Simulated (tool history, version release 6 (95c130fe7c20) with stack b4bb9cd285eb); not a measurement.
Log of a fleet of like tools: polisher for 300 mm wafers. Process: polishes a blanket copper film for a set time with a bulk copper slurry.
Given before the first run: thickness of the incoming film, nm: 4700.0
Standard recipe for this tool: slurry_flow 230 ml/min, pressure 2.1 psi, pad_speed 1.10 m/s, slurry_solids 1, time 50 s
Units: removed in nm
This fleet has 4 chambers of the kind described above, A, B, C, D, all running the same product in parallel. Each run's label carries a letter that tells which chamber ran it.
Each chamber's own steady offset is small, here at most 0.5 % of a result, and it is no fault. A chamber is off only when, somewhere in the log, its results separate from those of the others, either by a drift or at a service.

run,hour,slurry_flow,pressure,pad_speed,slurry_solids,time,wafers polished on this pad,hours since the slurry nozzle was cleaned,hours since the head pressure was calibrated,hours since the slurry blender was calibrated,removed
# hour 3.0: chamber B: slurry nozzle cleaned
# hour 4.5: chamber D: slurry blender recalibrated
1D,9.6,230,2.1,1.10,1,50,323,104.9,51.0,5.2,406.19
# hour 12.1: chamber C: worn pad replaced by a new one
# hour 12.4: chamber B: worn pad replaced by a new one
2A,16.9,230,2.1,1.10,1,50,987,664.0,446.6,176.9,409.18
3B,24.0,230,2.1,1.10,1,50,168,21.1,146.4,109.5,407.82
4C,33.1,230,2.1,1.10,1,50,303,198.7,117.6,102.4,406.97
5B,45.6,230,2.1,1.32,1,50,479,42.7,168.0,131.1,481.79
# hour 48.1: chamber D: worn pad replaced by a new one
6D,52.0,230,2.1,1.32,1,50,57,147.3,93.4,47.6,494.06
7A,63.1,230,2.1,1.32,1,50,1653,710.2,492.8,223.1,482.10
# hour 75.1: chamber B: worn pad replaced by a new one
8C,76.0,230,2.1,1.32,1,50,922,241.6,160.5,145.3,480.02
9B,82.1,230,2.1,1.10,1,50,101,79.2,204.5,167.6,419.30
# hour 89.4: chamber A: slurry nozzle cleaned
10C,90.0,230,2.1,1.10,1,50,1124,255.6,174.5,159.3,403.42
11D,97.6,230,2.1,1.10,1,50,715,192.9,139.0,93.2,404.74
# hour 105.9: chamber B: slurry blender recalibrated
12A,108.7,230,2.1,1.10,1,50,2310,19.4,538.4,268.7,397.80
# hour 111.1: chamber D: worn pad replaced by a new one
# hour 112.9: chamber C: worn pad replaced by a new one
13A,115.6,230,1.5,1.10,1,50,2410,26.3,545.3,275.6,293.57
# hour 120.2: chamber A: slurry blender recalibrated
14D,123.0,230,1.5,1.10,1,50,172,218.3,164.4,118.6,292.70
# hour 130.6: chamber B: worn pad replaced by a new one
15B,131.3,230,1.5,1.10,1,50,10,128.4,253.7,25.4,283.67
16C,138.5,230,1.5,1.10,1,50,369,304.1,223.0,207.8,288.34
17A,145.0,230,2.1,1.10,1,50,2833,55.7,574.7,24.9,402.59
18B,154.6,230,2.6,0.90,1,50,346,151.7,277.0,48.7,410.50
19C,164.8,230,2.6,0.90,1,50,748,330.4,249.3,234.1,399.25
# hour 172.6: chamber D: worn pad replaced by a new one
20D,173.5,230,2.6,0.90,1,50,14,268.8,214.9,169.1,406.33
21D,181.2,230,2.6,0.90,1,50,125,276.5,222.6,176.8,417.28
22C,189.3,230,2.1,1.10,1,50,1101,354.9,273.8,258.6,404.68
# hour 191.3: chamber B: head pressure recalibrated
# hour 193.3: chamber B: worn pad replaced by a new one
23B,200.3,230,2.1,1.10,1,50,100,197.4,9.0,94.4,402.46
24A,212.7,230,2.1,1.10,1,50,3809,123.4,642.4,92.6,386.19
# hour 214.8: chamber C: worn pad replaced by a new one
25A,222.8,230,2.1,1.10,1,50,3955,133.5,652.5,102.7,377.76
26D,228.9,230,2.1,1.10,1,50,812,324.2,270.3,224.5,409.07
# hour 231.6: chamber B: slurry nozzle cleaned
# hour 240.8: chamber D: worn pad replaced by a new one
27B,240.8,230,2.1,1.10,1,50,684,9.2,49.5,134.9,406.70
28C,249.5,230,2.1,1.10,1,50,501,415.1,334.0,318.8,404.27
29B,256.7,230,2.1,1.10,1,50,914,25.1,65.4,150.8,405.41
# hour 261.4: chamber B: slurry blender recalibrated
# hour 264.5: chamber B: worn pad replaced by a new one
30A,264.9,230,1.5,1.10,1,50,4562,175.6,694.6,144.8,265.64
31C,272.4,230,1.5,1.10,1,50,831,438.0,356.9,341.7,288.48
32D,279.3,230,1.5,1.10,1,50,555,374.6,320.7,274.9,293.98
33B,288.8,230,1.5,1.10,1,50,351,57.2,97.5,27.4,292.18
34A,297.1,230,2.1,1.10,1,50,5026,207.8,726.8,177.0,377.13
# hour 301.6: chamber C: worn pad replaced by a new one
35D,303.5,180,2.1,1.10,1,50,903,398.8,344.9,299.1,386.05
36C,312.7,180,2.1,1.10,1,50,161,478.3,397.2,382.0,386.61
37A,322.2,180,2.1,1.10,1,50,5388,232.9,751.9,202.1,349.42

All 4 chambers run these settings next. Forecast each chamber's results:
38A,331.5,230,2.1,1.10,1,44,,,,,?
38B,331.5,230,2.1,1.10,1,44,,,,,?
38C,331.5,230,2.1,1.10,1,44,,,,,?
38D,331.5,230,2.1,1.10,1,44,,,,,?

run,removed
38A,326.59
38B,352.51
38C,355.63
38D,357.36
